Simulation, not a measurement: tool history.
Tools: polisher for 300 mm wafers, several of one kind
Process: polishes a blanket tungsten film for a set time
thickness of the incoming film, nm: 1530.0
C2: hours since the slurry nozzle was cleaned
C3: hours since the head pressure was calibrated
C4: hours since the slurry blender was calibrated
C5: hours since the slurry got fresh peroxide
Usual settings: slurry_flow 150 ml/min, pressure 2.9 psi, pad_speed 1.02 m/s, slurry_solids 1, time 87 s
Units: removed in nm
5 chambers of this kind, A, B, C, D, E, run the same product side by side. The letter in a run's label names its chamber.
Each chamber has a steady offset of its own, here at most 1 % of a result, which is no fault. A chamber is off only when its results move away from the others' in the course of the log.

{"hour": 10.6, "done": "chamber A: slurry tank refilled with fresh slurry and peroxide"}
{"run": "1B", "hour": 15.3, "slurry_flow": 150, "pressure": 2.9, "pad_speed": 1.02, "slurry_solids": 1, "time": 87, "wafers polished on this pad": 841, "C2": 260.7, "C3": 487, "C4": 101.5, "C5": 19.6, "removed": 323.79}
{"hour": 19.7, "done": "chamber B: worn pad replaced by a new one"}
{"hour": 24.5, "done": "chamber C: slurry tank refilled with fresh slurry and peroxide"}
{"run": "2C", "hour": 27.1, "slurry_flow": 150, "pressure": 2.9, "pad_speed": 1.02, "slurry_solids": 1, "time": 87, "wafers polished on this pad": 651, "C2": 666.2, "C3": 311, "C4": 67.3, "C5": 2.6, "removed": 333.84}
{"hour": 38.5, "done": "chamber C: worn pad replaced by a new one"}
{"run": "3A", "hour": 41.4, "slurry_flow": 150, "pressure": 2.9, "pad_speed": 1.02, "slurry_solids": 1, "time": 87, "wafers polished on this pad": 578, "C2": 332.5, "C3": 311.9, "C4": 446.8, "C5": 30.9, "removed": 330.94}
{"hour": 52.0, "done": "chamber D: worn pad replaced by a new one"}
{"hour": 53.3, "done": "chamber E: slurry nozzle cleaned"}
{"run": "4E", "hour": 55.9, "slurry_flow": 150, "pressure": 2.9, "pad_speed": 1.02, "slurry_solids": 1, "time": 87, "wafers polished on this pad": 1251, "C2": 2.6, "C3": 315.3, "C4": 127.5, "C5": 62.6, "removed": 322.82}
{"hour": 63.7, "done": "chamber A: worn pad replaced by a new one"}
{"run": "5D", "hour": 66.6, "slurry_flow": 150, "pressure": 2.9, "pad_speed": 1.02, "slurry_solids": 1, "time": 87, "wafers polished on this pad": 132, "C2": 147.5, "C3": 1045.2, "C4": 86.8, "C5": 155.9, "removed": 326.76}
{"hour": 73.4, "done": "chamber E: slurry tank refilled with fresh slurry and peroxide"}
{"hour": 77.9, "done": "chamber B: slurry blender recalibrated"}
{"run": "6D", "hour": 80.5, "slurry_flow": 150, "pressure": 2.9, "pad_speed": 1.02, "slurry_solids": 1.2, "time": 87, "wafers polished on this pad": 258, "C2": 161.4, "C3": 1059.1, "C4": 100.7, "C5": 169.8, "removed": 353.46}
{"hour": 89.8, "done": "chamber A: slurry blender recalibrated"}
{"hour": 93.4, "done": "chamber D: slurry tank refilled with fresh slurry and peroxide"}
{"run": "7B", "hour": 93.8, "slurry_flow": 150, "pressure": 2.9, "pad_speed": 1.02, "slurry_solids": 1.2, "time": 87, "wafers polished on this pad": 670, "C2": 339.2, "C3": 565.5, "C4": 16, "C5": 98.1, "removed": 339.9}
{"hour": 101.9, "done": "chamber B: worn pad replaced by a new one"}
{"run": "8C", "hour": 106.5, "slurry_flow": 150, "pressure": 2.9, "pad_speed": 1.02, "slurry_solids": 1.2, "time": 87, "wafers polished on this pad": 615, "C2": 745.6, "C3": 390.4, "C4": 146.7, "C5": 82, "removed": 347.24}
{"hour": 107.5, "done": "chamber B: slurry tank refilled with fresh slurry and peroxide"}
{"hour": 111.8, "done": "chamber A: head pressure recalibrated"}
{"run": "9A", "hour": 114.5, "slurry_flow": 150, "pressure": 2.9, "pad_speed": 1.02, "slurry_solids": 1.2, "time": 87, "wafers polished on this pad": 459, "C2": 405.6, "C3": 2.7, "C4": 24.7, "C5": 104, "removed": 344.36}
{"run": "10E", "hour": 124.9, "slurry_flow": 150, "pressure": 2.9, "pad_speed": 1.02, "slurry_solids": 1.2, "time": 87, "wafers polished on this pad": 1875, "C2": 71.6, "C3": 384.3, "C4": 196.5, "C5": 51.6, "removed": 347.61}
{"hour": 132.4, "done": "chamber C: worn pad replaced by a new one"}
{"run": "11D", "hour": 138.1, "slurry_flow": 115, "pressure": 2.9, "pad_speed": 1.22, "slurry_solids": 1, "time": 87, "wafers polished on this pad": 779, "C2": 219, "C3": 1116.7, "C4": 158.3, "C5": 44.8, "removed": 374.64}
{"hour": 141.0, "done": "chamber A: worn pad replaced by a new one"}
{"run": "12B", "hour": 145.9, "slurry_flow": 115, "pressure": 2.9, "pad_speed": 1.22, "slurry_solids": 1, "time": 87, "wafers polished on this pad": 398, "C2": 391.3, "C3": 617.6, "C4": 68.1, "C5": 38.5, "removed": 368.56}
{"run": "13A", "hour": 155.9, "slurry_flow": 115, "pressure": 2.9, "pad_speed": 1.22, "slurry_solids": 1, "time": 87, "wafers polished on this pad": 135, "C2": 447, "C3": 44.1, "C4": 66.1, "C5": 145.4, "removed": 373.12}
{"hour": 157.6, "done": "chamber E: slurry tank refilled with fresh slurry and peroxide"}
{"hour": 160.3, "done": "chamber C: slurry nozzle cleaned"}
{"run": "14C", "hour": 169.6, "slurry_flow": 115, "pressure": 2.9, "pad_speed": 1.22, "slurry_solids": 1, "time": 87, "wafers polished on this pad": 336, "C2": 9.3, "C3": 453.5, "C4": 209.8, "C5": 145.1, "removed": 378.59}
{"hour": 171.0, "done": "chamber D: worn pad replaced by a new one"}
{"hour": 178.9, "done": "chamber C: head pressure recalibrated"}
{"hour": 181.9, "done": "chamber C: slurry blender recalibrated"}
{"hour": 182.7, "done": "chamber B: worn pad replaced by a new one"}
{"run": "15E", "hour": 183.9, "slurry_flow": 115, "pressure": 2.9, "pad_speed": 1.22, "slurry_solids": 1, "time": 87, "wafers polished on this pad": 2408, "C2": 130.6, "C3": 443.3, "C4": 255.5, "C5": 26.4, "removed": 366.26}
{"hour": 193.7, "done": "chamber D: slurry blender recalibrated"}
{"hour": 194.3, "done": "chamber B: slurry tank refilled with fresh slurry and peroxide"}
{"hour": 194.5, "done": "chamber A: slurry nozzle cleaned"}
{"run": "16E", "hour": 200.1, "slurry_flow": 150, "pressure": 2.9, "pad_speed": 1.02, "slurry_solids": 1, "time": 87, "wafers polished on this pad": 2554, "C2": 146.8, "C3": 459.5, "C4": 271.7, "C5": 42.6, "removed": 319.39}
{"hour": 200.8, "done": "chamber C: slurry tank refilled with fresh slurry and peroxide"}
{"run": "17C", "hour": 214.4, "slurry_flow": 150, "pressure": 2.9, "pad_speed": 1.02, "slurry_solids": 1, "time": 87, "wafers polished on this pad": 741, "C2": 54.1, "C3": 35.6, "C4": 32.6, "C5": 13.6, "removed": 336.94}
{"hour": 218.5, "done": "chamber B: slurry blender recalibrated"}
{"hour": 219.6, "done": "chamber A: slurry tank refilled with fresh slurry and peroxide"}
{"hour": 226.0, "done": "chamber C: worn pad replaced by a new one"}
{"run": "18A", "hour": 230.7, "slurry_flow": 150, "pressure": 2.9, "pad_speed": 1.02, "slurry_solids": 1, "time": 87, "wafers polished on this pad": 811, "C2": 36.3, "C3": 118.9, "C4": 140.9, "C5": 11.1, "removed": 328.34}
{"hour": 232.2, "done": "chamber A: worn pad replaced by a new one"}
{"run": "19D", "hour": 246.2, "slurry_flow": 150, "pressure": 2.9, "pad_speed": 1.02, "slurry_solids": 1, "time": 87, "wafers polished on this pad": 679, "C2": 327.1, "C3": 1224.8, "C4": 52.5, "C5": 152.9, "removed": 328.62}
{"hour": 246.4, "done": "chamber E: slurry tank refilled with fresh slurry and peroxide"}
{"hour": 256.9, "done": "chamber E: slurry blender recalibrated"}
{"run": "20B", "hour": 259.0, "slurry_flow": 150, "pressure": 2.9, "pad_speed": 1.02, "slurry_solids": 1, "time": 87, "wafers polished on this pad": 690, "C2": 504.4, "C3": 730.7, "C4": 40.5, "C5": 64.7, "removed": 327.2}
{"hour": 262.2, "done": "chamber B: worn pad replaced by a new one"}
{"run": "21B", "hour": 269.9, "slurry_flow": 150, "pressure": 2.9, "pad_speed": 1.02, "slurry_solids": 1, "time": 87, "wafers polished on this pad": 69, "C2": 515.3, "C3": 741.6, "C4": 51.4, "C5": 75.6, "removed": 326.35}
{"run": "22A", "hour": 280.1, "slurry_flow": 150, "pressure": 2.9, "pad_speed": 1.02, "slurry_solids": 1, "time": 87, "wafers polished on this pad": 433, "C2": 85.7, "C3": 168.3, "C4": 190.3, "C5": 60.5, "removed": 331.11}
{"hour": 282.9, "done": "chamber B: slurry tank refilled with fresh slurry and peroxide"}
{"run": "23C", "hour": 291.1, "slurry_flow": 150, "pressure": 2.9, "pad_speed": 1.02, "slurry_solids": 1, "time": 87, "wafers polished on this pad": 588, "C2": 130.8, "C3": 112.3, "C4": 109.3, "C5": 90.3, "removed": 334.79}
{"hour": 299.5, "done": "chamber D: worn pad replaced by a new one"}
{"run": "24D", "hour": 301.7, "slurry_flow": 150, "pressure": 2.9, "pad_speed": 1.02, "slurry_solids": 1, "time": 87, "wafers polished on this pad": 20, "C2": 382.6, "C3": 1280.3, "C4": 108, "C5": 208.4, "removed": 331.9}
{"run": "25E", "hour": 310.5, "slurry_flow": 150, "pressure": 2.9, "pad_speed": 1.02, "slurry_solids": 1, "time": 87, "wafers polished on this pad": 3552, "C2": 257.2, "C3": 569.9, "C4": 53.7, "C5": 64.1, "removed": 313.54}
{"hour": 313.2, "done": "chamber C: worn pad replaced by a new one"}
{"hour": 314.0, "done": "chamber D: slurry tank refilled with fresh slurry and peroxide"}
{"run": "26B", "hour": 320.5, "slurry_flow": 150, "pressure": 2.9, "pad_speed": 1.02, "slurry_solids": 1, "time": 87, "wafers polished on this pad": 527, "C2": 565.9, "C3": 792.2, "C4": 102, "C5": 37.6, "removed": 331.03}
{"hour": 320.9, "done": "chamber E: slurry tank refilled with fresh slurry and peroxide"}
{"hour": 332.0, "done": "chamber A: worn pad replaced by a new one"}
{"run": "27C", "hour": 335.2, "slurry_flow": 150, "pressure": 2.9, "pad_speed": 1.02, "slurry_solids": 1, "time": 71, "wafers polished on this pad": 199, "C2": 174.9, "C3": 156.4, "C4": 153.4, "C5": 134.4, "removed": 269.33}
{"run": "28A", "hour": 348.8, "slurry_flow": 150, "pressure": 2.9, "pad_speed": 1.02, "slurry_solids": 1, "time": 71, "wafers polished on this pad": 152, "C2": 154.4, "C3": 237, "C4": 259, "C5": 129.2, "removed": 268.7}
{"hour": 349.0, "done": "chamber B: worn pad replaced by a new one"}
{"hour": 351.4, "done": "chamber D: slurry nozzle cleaned"}
{"hour": 358.5, "done": "chamber B: slurry blender recalibrated"}
{"run": "29D", "hour": 360.1, "slurry_flow": 150, "pressure": 2.9, "pad_speed": 1.02, "slurry_solids": 1, "time": 71, "wafers polished on this pad": 548, "C2": 8.7, "C3": 1338.7, "C4": 166.4, "C5": 46.2, "removed": 267.82}
{"hour": 365.1, "done": "chamber C: slurry tank refilled with fresh slurry and peroxide"}
{"hour": 368.4, "done": "chamber C: slurry blender recalibrated"}
{"run": "30E", "hour": 371.2, "slurry_flow": 150, "pressure": 2.9, "pad_speed": 1.02, "slurry_solids": 1, "time": 71, "wafers polished on this pad": 4101, "C2": 317.9, "C3": 630.6, "C4": 114.4, "C5": 50.3, "removed": 247.09}
{"hour": 373.4, "done": "chamber B: slurry tank refilled with fresh slurry and peroxide"}
{"hour": 374.2, "done": "chamber E: head pressure recalibrated"}
{"run": "31B", "hour": 380.2, "slurry_flow": 150, "pressure": 2.9, "pad_speed": 1.02, "slurry_solids": 1, "time": 71, "wafers polished on this pad": 282, "C2": 625.6, "C3": 851.9, "C4": 21.8, "C5": 6.8, "removed": 267.29}
{"hour": 390.4, "done": "chamber A: slurry tank refilled with fresh slurry and peroxide"}
{"run": "32C", "hour": 390.9, "slurry_flow": 150, "pressure": 2.9, "pad_speed": 1.02, "slurry_solids": 1, "time": 87, "wafers polished on this pad": 702, "C2": 230.6, "C3": 212.1, "C4": 22.6, "C5": 25.8, "removed": 339.69}
{"run": "33A", "hour": 405.2, "slurry_flow": 150, "pressure": 2.9, "pad_speed": 1.02, "slurry_solids": 1, "time": 87, "wafers polished on this pad": 662, "C2": 210.8, "C3": 293.4, "C4": 315.4, "C5": 14.8, "removed": 329.26}
{"hour": 406.0, "done": "chamber E: slurry tank refilled with fresh slurry and peroxide"}
{"hour": 407.1, "done": "chamber D: head pressure recalibrated"}
{"run": "34E", "hour": 420.0, "slurry_flow": 150, "pressure": 2.9, "pad_speed": 1.02, "slurry_solids": 1, "time": 87, "wafers polished on this pad": 4542, "C2": 366.7, "C3": 45.9, "C4": 163.2, "C5": 14.1, "removed": 303.58}
{"hour": 422.2, "done": "chamber D: slurry blender recalibrated"}
{"hour": 424.8, "done": "chamber D: worn pad replaced by a new one"}
{"run": "35D", "hour": 434.8, "slurry_flow": 150, "pressure": 2.9, "pad_speed": 1.02, "slurry_solids": 1, "time": 87, "wafers polished on this pad": 91, "C2": 83.4, "C3": 27.7, "C4": 12.6, "C5": 120.9, "removed": 325.68}

All 5 chambers run these settings next. Forecast each chamber's results:
{"run": "36A", "hour": 446.6, "slurry_flow": 150, "pressure": 2.9, "pad_speed": 1.02, "slurry_solids": 1, "time": 87, "removed": "?"}
{"run": "36B", "hour": 446.6, "slurry_flow": 150, "pressure": 2.9, "pad_speed": 1.02, "slurry_solids": 1, "time": 87, "removed": "?"}
{"run": "36C", "hour": 446.6, "slurry_flow": 150, "pressure": 2.9, "pad_speed": 1.02, "slurry_solids": 1, "time": 87, "removed": "?"}
{"run": "36D", "hour": 446.6, "slurry_flow": 150, "pressure": 2.9, "pad_speed": 1.02, "slurry_solids": 1, "time": 87, "removed": "?"}
{"run": "36E", "hour": 446.6, "slurry_flow": 150, "pressure": 2.9, "pad_speed": 1.02, "slurry_solids": 1, "time": 87, "removed": "?"}

run=36A removed=328.25
run=36B removed=325.72
run=36C removed=326.07
run=36D removed=328.46
run=36E removed=301
